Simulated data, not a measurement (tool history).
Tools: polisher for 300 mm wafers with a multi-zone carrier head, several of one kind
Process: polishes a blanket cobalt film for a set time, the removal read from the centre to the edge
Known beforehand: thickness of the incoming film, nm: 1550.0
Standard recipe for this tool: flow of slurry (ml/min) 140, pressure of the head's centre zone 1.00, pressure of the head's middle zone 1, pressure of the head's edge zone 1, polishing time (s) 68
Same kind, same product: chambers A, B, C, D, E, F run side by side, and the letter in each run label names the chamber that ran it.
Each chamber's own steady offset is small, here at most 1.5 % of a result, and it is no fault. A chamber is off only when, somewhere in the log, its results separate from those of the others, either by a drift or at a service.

run     day  flow of slurry (ml/min)  pressure of the head's centre zone  pressure of the head's middle zone  pressure of the head's edge zone  polishing time (s)  film removed at the wafer's centre (angstrom)  film removed at mid-radius (angstrom)  film removed at the wafer's edge (angstrom)
 1E   0.412                      140                                1.00                                   1                                 1                  68                                         4481.4                                 4576.6                                       4480.0
 2A   0.692                      140                                1.00                                   1                                 1                  68                                         4526.0                                 4440.9                                       4459.7
 3B   1.058                      140                                1.00                                   1                                 1                  68                                         4446.5                                 4397.9                                       4430.7
      1.067  -- chamber B: edge zone pressure recalibrated
 4F   1.392                      140                                1.00                                   1                                 1                  68                                         4449.3                                 4498.7                                       4467.0
      1.588  -- chamber D: edge zone pressure recalibrated
 5C   1.879                      140                                1.00                                   1                                 1                  68                                         4560.5                                 4429.0                                       4459.4
      2.025  -- chamber B: worn pad replaced by a new one
      2.283  -- chamber A: worn pad replaced by a new one
      2.312  -- chamber D: worn pad replaced by a new one
 6D   2.367                      140                                1.00                                   1                                 1                  48                                         3152.5                                 3197.3                                       3201.8
      2.679  -- chamber E: centre zone pressure recalibrated
 7A   2.900                      140                                1.00                                   1                                 1                  48                                         3206.3                                 3138.3                                       3145.5
 8E   3.475                      140                                1.00                                   1                                 1                  48                                         3160.1                                 3239.8                                       3119.3
      3.596  -- chamber B: slurry nozzle cleaned
      3.675  -- chamber C: worn pad replaced by a new one
 9C   3.933                      140                                1.00                                   1                                 1                  48                                         3176.4                                 3159.5                                       3138.1
10D   4.342                      140                                1.00                                   1                                 1                  48                                         3162.6                                 3144.7                                       3137.5
      4.529  -- chamber F: centre zone pressure recalibrated
      4.542  -- chamber E: worn pad replaced by a new one
11B   4.704                      140                                1.00                                   1                                 1                  48                                         3190.5                                 3155.3                                       3198.9
12F   5.092                      140                                1.00                                   1                                 1                  68                                         4955.1                                 4461.8                                       4480.9
      5.150  -- chamber F: edge zone pressure recalibrated
13E   5.529                      140                                1.00                                   1                                 1                  68                                         4483.5                                 4511.2                                       4527.1
14A   5.846                      140                                1.00                                   1                                 1                  68                                         4542.8                                 4543.8                                       4527.0
      5.996  -- chamber E: slurry nozzle cleaned
15C   6.275                      140                                1.00                                   1                                 1                  68                                         4505.2                                 4513.8                                       4407.2
16F   6.592                      140                                1.00                                   1                                 1                  68                                         4907.4                                 4521.3                                       4449.2
      6.962  -- chamber F: worn pad replaced by a new one
17D   7.162                      140                                1.00                                   1                                 1                  68                                         4464.2                                 4445.6                                       4563.8
18B   7.579                      140                                1.00                                   1                                 1                  68                                         4520.2                                 4510.0                                       4420.5
19E   7.967                      140                                1.00                                   1                                 1                  68                                         4506.0                                 4561.9                                       4476.2
      8.104  -- chamber C: worn pad replaced by a new one
20C   8.292                      140                                1.00                                   1                                 1                  68                                         4481.2                                 4528.8                                       4400.9
      8.604  -- chamber D: slurry nozzle cleaned
21B   8.629                      140                                1.00                                   1                                 1                  68                                         4487.6                                 4490.1                                       4482.8
22F   9.050                      140                                1.00                                   1                                 1                  68                                         4994.8                                 4598.8                                       4516.5
23D   9.375                      140                                1.05                                   1                                 1                  68                                         4682.2                                 4453.9                                       4371.3
      9.417  -- chamber C: edge zone pressure recalibrated
      9.646  -- chamber B: worn pad replaced by a new one
24A   9.771                      140                                1.05                                   1                                 1                  68                                         4815.1                                 4457.0                                       4513.7
25F  10.279                      140                                1.05                                   1                                 1                  68                                         5274.3                                 4462.7                                       4486.2
26E  10.562                      140                                1.05                                   1                                 1                  68                                         4728.8                                 4548.6                                       4486.4
     10.733  -- chamber A: worn pad replaced by a new one
     10.783  -- chamber D: worn pad replaced by a new one
27C  10.871                      140                                1.05                                   1                                 1                  68                                         4789.2                                 4440.3                                       4428.4
28B  11.158                      140                                1.05                                   1                                 1                  68                                         4712.6                                 4485.8                                       4348.1
     11.288  -- chamber F: slurry nozzle cleaned
     11.421  -- chamber C: worn pad replaced by a new one
29D  11.438                      140                                1.00                                   1                                 1                  68                                         4462.0                                 4407.3                                       4463.7
     11.929  -- chamber A: centre zone pressure recalibrated
30A  12.029                      140                                1.00                                   1                                 1                  68                                         4471.6                                 4427.9                                       4487.2
31C  12.308                      180                                1.00                                   1                                 1                  82                                         5762.8                                 5664.4                                       5560.1
     12.521  -- chamber B: centre zone pressure recalibrated
32B  12.583                      180                                1.00                                   1                                 1                  82                                         5709.9                                 5659.3                                       5589.4
33E  13.112                      180                                1.00                                   1                                 1                  82                                         5659.1                                 5738.5                                       5525.8
34D  13.638                      180                                1.00                                   1                                 1                  82                                         5671.6                                 5592.4                                       5679.2
35A  14.004                      180                                1.00                                   1                                 1                  82                                         5827.4                                 5590.0                                       5709.8
     14.283  -- chamber B: edge zone pressure recalibrated
36F  14.475                      180                                1.00                                   1                                 1                  82                                         6197.3                                 5679.9                                       5533.9
37B  15.000                      140                                1.00                                   1                                 1                  68                                         4472.8                                 4437.3                                       4415.0

For the next run the whole fleet of 6 chambers uses the same settings. Give each chamber's results:
38A  15.425                      100                                1.00                                   1                                 1                  68                                              ?                                      ?                                            ?
38B  15.425                      100                                1.00                                   1                                 1                  68                                              ?                                      ?                                            ?
38C  15.425                      100                                1.00                                   1                                 1                  68                                              ?                                      ?                                            ?
38D  15.425                      100                                1.00                                   1                                 1                  68                                              ?                                      ?                                            ?
38E  15.425                      100                                1.00                                   1                                 1                  68                                              ?                                      ?                                            ?
38F  15.425                      100                                1.00                                   1                                 1                  68                                              ?                                      ?                                            ?

run  film removed at the wafer's centre (angstrom)  film removed at mid-radius (angstrom)  film removed at the wafer's edge (angstrom)
38A                                         4147.5                                 4096.0                                       4309.0
38B                                         4086.4                                 4102.3                                       4217.9
38C                                         4075.4                                 4094.6                                       4165.8
38D                                         4036.6                                 4106.2                                       4342.2
38E                                         4016.3                                 4127.5                                       4225.3
38F                                         4439.7                                 4136.1                                       4245.5

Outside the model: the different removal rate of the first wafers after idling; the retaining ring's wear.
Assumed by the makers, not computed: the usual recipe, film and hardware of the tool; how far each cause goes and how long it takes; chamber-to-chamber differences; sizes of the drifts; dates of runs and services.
